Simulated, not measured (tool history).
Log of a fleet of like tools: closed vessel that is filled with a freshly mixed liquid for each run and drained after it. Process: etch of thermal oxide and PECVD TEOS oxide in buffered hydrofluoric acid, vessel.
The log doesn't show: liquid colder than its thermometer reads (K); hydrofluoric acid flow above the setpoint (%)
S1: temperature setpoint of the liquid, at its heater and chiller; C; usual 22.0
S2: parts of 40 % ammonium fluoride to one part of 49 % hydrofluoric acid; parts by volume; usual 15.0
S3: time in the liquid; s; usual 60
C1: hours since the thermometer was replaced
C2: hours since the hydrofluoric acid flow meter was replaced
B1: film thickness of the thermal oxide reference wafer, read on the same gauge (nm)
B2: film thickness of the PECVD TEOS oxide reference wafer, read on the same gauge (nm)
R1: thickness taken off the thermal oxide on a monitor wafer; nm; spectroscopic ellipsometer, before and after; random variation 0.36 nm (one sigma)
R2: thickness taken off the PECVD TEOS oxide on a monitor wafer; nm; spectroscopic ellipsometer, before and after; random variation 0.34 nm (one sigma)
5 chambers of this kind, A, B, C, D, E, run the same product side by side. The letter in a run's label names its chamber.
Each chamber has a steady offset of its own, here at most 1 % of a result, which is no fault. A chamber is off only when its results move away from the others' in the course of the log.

run     day    S1    S2  S3      C1      C2      B1      B2      R1       R2
 1B   0.383  22.0  15.0  60   473.7  1627.6  139.99  59.978  40.652   62.379
 2C   0.879  22.0  15.0  60   192.4  1549.1  140.01  60.006  40.653   62.861
 3E   1.288  22.0  15.0  60  1931.8   197.5  140.02  59.963  40.308   62.806
 4A   1.571  22.0  15.0  60   720.4  1737.2  139.98  60.013  40.567   63.180
 5D   2.050  22.0  15.0  60  1379.2  1499.3  140.01  59.947  40.868   62.177
      2.083  -- chamber B: hydrofluoric acid flow meter replaced
 6E   2.533  22.0  15.0  60  1961.7   227.4  140.01  59.978  39.787   62.440
 7D   2.942  22.0  15.0  60  1400.6  1520.7  139.99  60.022  40.726   63.215
 8C   3.325  22.0  15.0  60   251.1  1607.8  139.99  59.986  41.265   63.302
 9B   3.679  22.0  15.0  60   552.8    38.4  140.00  59.984  41.142   62.460
10A   4.092  22.0  15.0  60   780.9  1797.7  140.03  60.037  41.029   63.632
11D   4.625  22.0  15.0  60  1441.0  1561.1  140.00  60.022  41.206   63.031
12A   5.017  22.0  15.0  60   803.1  1819.9  139.99  59.967  40.709   63.552
13C   5.488  22.0  15.0  60   303.0  1659.7  140.01  59.998  40.587   63.079
14B   6.017  22.0  15.0  60   608.9    94.5  139.96  59.986  40.757   62.219
      6.092  -- chamber D: thermometer replaced
15E   6.592  22.0  15.0  60  2059.1   324.8  140.03  59.985  40.082   63.290
16C   7.125  22.0  15.0  60   342.3  1699.0  140.00  60.011  40.685   62.367
17A   7.412  22.0  15.0  60   860.6  1877.4  140.01  59.950  40.950   64.036
18E   7.992  22.0  15.0  60  2092.7   358.4  140.02  60.021  40.669   62.677
19B   8.379  22.0  15.0  60   665.6   151.2  140.01  59.964  40.479   62.725
20D   8.775  20.0  15.0  60    64.4  1660.7  140.01  60.024  36.388   56.012
21B   9.050  20.0  15.0  60   681.7   167.3  139.97  59.991  36.075   55.871
22E   9.575  20.0  15.0  60  2130.7   396.4  139.97  60.000  36.523   56.423
      9.800  -- chamber E: thermometer replaced
23C   9.921  20.0  15.0  60   409.4  1766.1  139.98  59.983  36.656   56.565
     10.275  -- chamber D: hydrofluoric acid flow meter replaced
24A  10.275  20.0  15.0  60   929.3  1946.1  140.01  59.966  36.622   56.880
25D  10.708  22.0  15.0  60   110.8    10.5  140.02  59.980  40.199   62.961
     11.029  -- chamber C: hydrofluoric acid flow meter replaced
26D  11.150  22.0  15.0  60   121.4    21.1  139.97  60.005  40.720   62.382
27E  11.617  22.0  15.0  60    43.7   445.4  139.98  60.011  40.566   62.547
28C  12.067  22.0  11.0  90   460.9    25.0  140.00  60.024  83.490  126.920
29A  12.517  22.0  11.0  90   983.1  1999.9  139.98  60.004  83.087  130.040
30B  12.779  22.0  11.0  90   771.2   256.8  140.01  59.980  80.833  125.620
31D  13.088  22.0  11.0  90   167.9    67.6  140.01  60.015  81.632  127.110
32C  13.358  22.0  11.0  90   491.9    56.0  140.01  60.049  83.297  128.160
33E  13.696  22.0  15.0  60    93.6   495.3  139.99  60.029  40.987   62.496
34B  14.104  22.0  15.0  60   803.0   288.6  140.00  60.013  41.213   61.931
35A  14.412  22.0  15.0  60  1028.6  2045.4  140.01  60.016  40.510   63.017
36B  14.946  19.5  19.5  60   823.2   308.8  139.98  60.012  27.919   42.156
37E  15.442  19.5  19.5  60   135.5   537.2  139.99  60.028  26.980   42.116
38D  15.846  19.5  19.5  60   234.1   133.8  140.00  60.014  27.266   42.193
39C  16.175  19.5  19.5  60   559.5   123.6  140.01  59.970  27.119   42.654
40A  16.517  19.5  19.5  60  1079.1  2095.9  139.99  60.021  27.041   42.147
     16.867  -- chamber A: hydrofluoric acid flow meter replaced
41E  16.979  22.0  15.0  60   172.4   574.1  140.03  60.014  40.417   62.762
42B  17.317  22.0  15.0  60   880.1   365.7  140.01  60.036  41.483   61.959
43A  17.862  22.0  15.0  60  1111.4    23.9  140.00  60.011  40.696   63.427

All 5 chambers run these settings next. Forecast each chamber's results:
44A  18.279  22.0  15.0  45                   ?   ?
44B  18.279  22.0  15.0  45                   ?   ?
44C  18.279  22.0  15.0  45                   ?   ?
44D  18.279  22.0  15.0  45                   ?   ?
44E  18.279  22.0  15.0  45                   ?   ?

run      R1      R2
44A  30.625  47.843
44B  30.440  46.787
44C  30.531  47.246
44D  29.883  46.643
44E  29.924  47.026

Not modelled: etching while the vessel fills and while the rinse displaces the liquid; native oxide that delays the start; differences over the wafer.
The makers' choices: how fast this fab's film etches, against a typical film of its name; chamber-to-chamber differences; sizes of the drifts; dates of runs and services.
